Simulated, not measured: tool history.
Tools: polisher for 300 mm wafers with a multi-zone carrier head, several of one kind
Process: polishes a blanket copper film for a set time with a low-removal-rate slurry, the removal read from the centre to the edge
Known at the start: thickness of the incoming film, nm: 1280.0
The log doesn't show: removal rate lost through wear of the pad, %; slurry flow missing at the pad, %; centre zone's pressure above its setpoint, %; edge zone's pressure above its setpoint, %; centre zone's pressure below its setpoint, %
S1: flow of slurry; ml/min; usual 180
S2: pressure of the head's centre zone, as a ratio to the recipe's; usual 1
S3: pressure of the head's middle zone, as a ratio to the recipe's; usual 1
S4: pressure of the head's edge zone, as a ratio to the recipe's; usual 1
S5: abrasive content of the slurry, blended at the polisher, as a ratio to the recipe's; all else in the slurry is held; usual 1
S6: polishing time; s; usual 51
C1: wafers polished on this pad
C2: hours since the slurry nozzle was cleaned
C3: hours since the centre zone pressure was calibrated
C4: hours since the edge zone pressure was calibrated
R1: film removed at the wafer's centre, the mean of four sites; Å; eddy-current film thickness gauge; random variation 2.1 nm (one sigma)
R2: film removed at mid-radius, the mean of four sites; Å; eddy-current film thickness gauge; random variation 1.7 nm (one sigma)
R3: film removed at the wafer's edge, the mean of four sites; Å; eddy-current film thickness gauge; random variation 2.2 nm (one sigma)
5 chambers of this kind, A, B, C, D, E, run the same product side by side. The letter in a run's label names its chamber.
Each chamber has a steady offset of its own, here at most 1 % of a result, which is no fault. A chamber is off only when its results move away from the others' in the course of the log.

| run | hour | S1 | S2 | S3 | S4 | S5 | S6 | C1 | C2 | C3 | C4 | R1 | R2 | R3 |
|---|---|---|---|---|---|---|---|---|---|---|---|---|---|---|
| 1D | 7 | 180 | 1 | 1 | 1 | 1 | 51 | 215 | 183.5 | 583.3 | 738.4 | 1830.9 | 1828.6 | 1846 |
| 2C | 13 | 180 | 1 | 1 | 1 | 1 | 51 | 1242 | 725.3 | 86.1 | 410.6 | 1856.8 | 1837.5 | 1809.9 |
| 3E | 19.9 | 180 | 1 | 1 | 1 | 1 | 51 | 332 | 360.6 | 204.9 | 810.4 | 1840.9 | 1858.9 | 1849.3 |
| 4A | 24.7 | 180 | 1 | 1 | 1 | 1 | 51 | 669 | 654.4 | 145.2 | 227.1 | 1841.7 | 1870.5 | 1809.3 |
| 5B | 28.5 | 180 | 1 | 1 | 1 | 1 | 51 | 908 | 76.8 | 944.9 | 40 | 1797.3 | 1858.6 | 1816.1 |
|  | 29.1 | chamber C: worn pad replaced by a new one |
| 6D | 35.7 | 180 | 1 | 1 | 1 | 1 | 51 | 689 | 212.2 | 612 | 767.1 | 1804.7 | 1832.9 | 1843 |
|  | 39.3 | chamber B: worn pad replaced by a new one |
| 7A | 41.9 | 180 | 1 | 1 | 1 | 1 | 51 | 953 | 671.6 | 162.4 | 244.3 | 1782 | 1821.5 | 1811.8 |
| 8E | 46.5 | 180 | 1 | 1 | 1 | 1 | 51 | 772 | 387.2 | 231.5 | 837 | 1828.7 | 1810.8 | 1822.3 |
|  | 47.3 | chamber A: worn pad replaced by a new one |
|  | 48 | chamber B: centre zone pressure recalibrated |
|  | 49.4 | chamber D: worn pad replaced by a new one |
| 9B | 51 | 180 | 1 | 1 | 1 | 1 | 51 | 193 | 99.3 | 3.1 | 62.5 | 1858.8 | 1847.8 | 1836.8 |
| 10C | 54.7 | 180 | 1 | 1 | 1 | 1 | 51 | 423 | 767 | 127.8 | 452.3 | 1839.5 | 1823.1 | 1822.3 |
| 11C | 63 | 180 | 0.95 | 1 | 0.96 | 1 | 51 | 561 | 775.3 | 136.1 | 460.6 | 1723 | 1841.8 | 1817.4 |
|  | 64.1 | chamber E: worn pad replaced by a new one |
| 12D | 68.5 | 180 | 0.95 | 1 | 0.96 | 1 | 51 | 315 | 245 | 644.8 | 799.9 | 1671 | 1845.2 | 1803.1 |
| 13B | 75.7 | 180 | 0.95 | 1 | 0.96 | 1 | 51 | 601 | 124 | 27.8 | 87.2 | 1706.1 | 1893.7 | 1775.8 |
| 14A | 84.2 | 180 | 0.95 | 1 | 0.96 | 1 | 51 | 611 | 713.9 | 204.7 | 286.6 | 1731.2 | 1820 | 1798.6 |
|  | 86.9 | chamber E: slurry nozzle cleaned |
| 15E | 89.3 | 180 | 0.95 | 1 | 0.96 | 1 | 51 | 417 | 2.4 | 274.3 | 879.8 | 1736.6 | 1819.5 | 1754.8 |
| 16B | 97.2 | 180 | 1 | 1.04 | 1 | 1.15 | 51 | 957 | 145.5 | 49.3 | 108.7 | 1895.7 | 1989.5 | 1821.6 |
| 17A | 102.1 | 180 | 1 | 1.04 | 1 | 1.15 | 51 | 907 | 731.8 | 222.6 | 304.5 | 1870.3 | 1947 | 1871.8 |
|  | 102.2 | chamber D: worn pad replaced by a new one |
|  | 107.1 | chamber A: worn pad replaced by a new one |
|  | 107.3 | chamber B: worn pad replaced by a new one |
| 18D | 109.9 | 180 | 1 | 1.04 | 1 | 1.15 | 51 | 128 | 286.4 | 686.2 | 841.3 | 1806.3 | 1921.3 | 1924.7 |
|  | 112.7 | chamber C: worn pad replaced by a new one |
| 19E | 118.2 | 180 | 1 | 1.04 | 1 | 1.15 | 51 | 895 | 31.3 | 303.2 | 908.7 | 1882 | 1949 | 1887.4 |
| 20C | 125.5 | 180 | 1 | 1.04 | 1 | 1.15 | 51 | 212 | 837.8 | 198.6 | 523.1 | 1846.3 | 1955.6 | 1854.1 |
|  | 128.6 | chamber E: worn pad replaced by a new one |
|  | 131.5 | chamber C: slurry nozzle cleaned |
| 21A | 131.8 | 180 | 1 | 1 | 1 | 1 | 51 | 409 | 761.5 | 252.3 | 334.2 | 1849.4 | 1817.7 | 1841.6 |
|  | 132.6 | chamber A: slurry nozzle cleaned |
|  | 136 | chamber C: edge zone pressure recalibrated |
| 22C | 140.2 | 180 | 1 | 1 | 1 | 1 | 51 | 455 | 8.8 | 213.3 | 4.2 | 1819.2 | 1851.1 | 1808.7 |
| 23D | 148 | 180 | 1 | 1 | 1 | 1 | 51 | 758 | 324.5 | 724.3 | 879.4 | 1712.2 | 1785.4 | 1790.8 |
|  | 153.3 | chamber D: worn pad replaced by a new one |
| 24E | 155.9 | 180 | 0.95 | 1 | 1 | 1 | 51 | 451 | 69 | 340.9 | 946.4 | 1721.8 | 1847.5 | 1821.4 |
| 25B | 164.3 | 180 | 0.95 | 1 | 1 | 1 | 51 | 942 | 212.6 | 116.4 | 175.8 | 1729.7 | 1855.9 | 1834.1 |
|  | 165.7 | chamber A: worn pad replaced by a new one |
| 26A | 172.3 | 180 | 0.95 | 1 | 1 | 1 | 51 | 109 | 39.7 | 292.8 | 374.7 | 1732.1 | 1844.4 | 1848.5 |
| 27C | 179 | 180 | 0.95 | 1 | 1 | 1 | 51 | 1096 | 47.6 | 252.1 | 43 | 1711.9 | 1867 | 1826.9 |
|  | 183 | chamber B: worn pad replaced by a new one |
| 28E | 186.7 | 180 | 0.95 | 1 | 1 | 1 | 51 | 960 | 99.8 | 371.7 | 977.2 | 1723.7 | 1806 | 1852.2 |
|  | 189.3 | chamber E: worn pad replaced by a new one |
| 29D | 192.7 | 180 | 1 | 1 | 1 | 1 | 51 | 651 | 369.2 | 769 | 924.1 | 1713.7 | 1731.6 | 1780.2 |
|  | 193.4 | chamber C: worn pad replaced by a new one |
| 30B | 201 | 180 | 1 | 1 | 1 | 1 | 51 | 298 | 249.3 | 153.1 | 212.5 | 1819.3 | 1861.7 | 1805.6 |
|  | 204.5 | chamber E: edge zone pressure recalibrated |
|  | 206.9 | chamber D: worn pad replaced by a new one |
| 31A | 209.3 | 180 | 1 | 1 | 1 | 1 | 51 | 721 | 76.7 | 329.8 | 411.7 | 1865.3 | 1843 | 1846.7 |
| 32C | 217 | 180 | 1 | 1 | 1 | 1 | 51 | 390 | 85.6 | 290.1 | 81 | 1840.6 | 1833.5 | 1856.6 |
| 33D | 223.7 | 180 | 1 | 1 | 1 | 1 | 51 | 278 | 400.2 | 800 | 955.1 | 1644.6 | 1712.2 | 1755.9 |
|  | 225.1 | chamber A: worn pad replaced by a new one |
| 34B | 230.5 | 180 | 1 | 1 | 1 | 1 | 51 | 786 | 278.8 | 182.6 | 242 | 1790.7 | 1838.3 | 1806.1 |
|  | 233.2 | chamber B: slurry nozzle cleaned |
| 35E | 234.9 | 180 | 1 | 1 | 1 | 1 | 51 | 755 | 148 | 419.9 | 30.5 | 1812.1 | 1841.6 | 1821 |
| 36E | 239.2 | 180 | 1 | 1 | 1 | 1 | 51 | 826 | 152.3 | 424.2 | 34.8 | 1798.9 | 1850 | 1821.8 |
| 37B | 244.7 | 160 | 1 | 1 | 1 | 1 | 51 | 1020 | 11.5 | 196.8 | 256.2 | 1797.3 | 1802.7 | 1827.5 |
| 38C | 251.6 | 160 | 1 | 1 | 1 | 1 | 51 | 962 | 120.2 | 324.7 | 115.6 | 1798.6 | 1833.6 | 1825.7 |
| 39A | 258.3 | 160 | 1 | 1 | 1 | 1 | 51 | 550 | 125.7 | 378.8 | 460.7 | 1770.7 | 1801.2 | 1824.1 |
|  | 260.6 | chamber D: worn pad replaced by a new one |
| 40D | 264.1 | 160 | 1 | 1 | 1 | 1 | 51 | 59 | 440.6 | 840.4 | 995.5 | 1566.6 | 1609.3 | 1676.6 |
| 41D | 268.1 | 160 | 1 | 1 | 1 | 1 | 51 | 125 | 444.6 | 844.4 | 999.5 | 1563.4 | 1646.3 | 1673 |

Next, every chamber runs the same settings. What will each give?
| 42A | 274.2 | 180 | 1 | 1 | 1 | 1 | 51 |  |  |  |  | ? | ? | ? |
| 42B | 274.2 | 180 | 1 | 1 | 1 | 1 | 51 |  |  |  |  | ? | ? | ? |
| 42C | 274.2 | 180 | 1 | 1 | 1 | 1 | 51 |  |  |  |  | ? | ? | ? |
| 42D | 274.2 | 180 | 1 | 1 | 1 | 1 | 51 |  |  |  |  | ? | ? | ? |
| 42E | 274.2 | 180 | 1 | 1 | 1 | 1 | 51 |  |  |  |  | ? | ? | ? |

| run | R1 | R2 | R3 |
|---|---|---|---|
| 42A | 1830.8 | 1828.2 | 1864 |
| 42B | 1848 | 1837.7 | 1849.6 |
| 42C | 1842.5 | 1862.8 | 1842.6 |
| 42D | 1601.4 | 1681.9 | 1698 |
| 42E | 1807.2 | 1823.1 | 1839.9 |
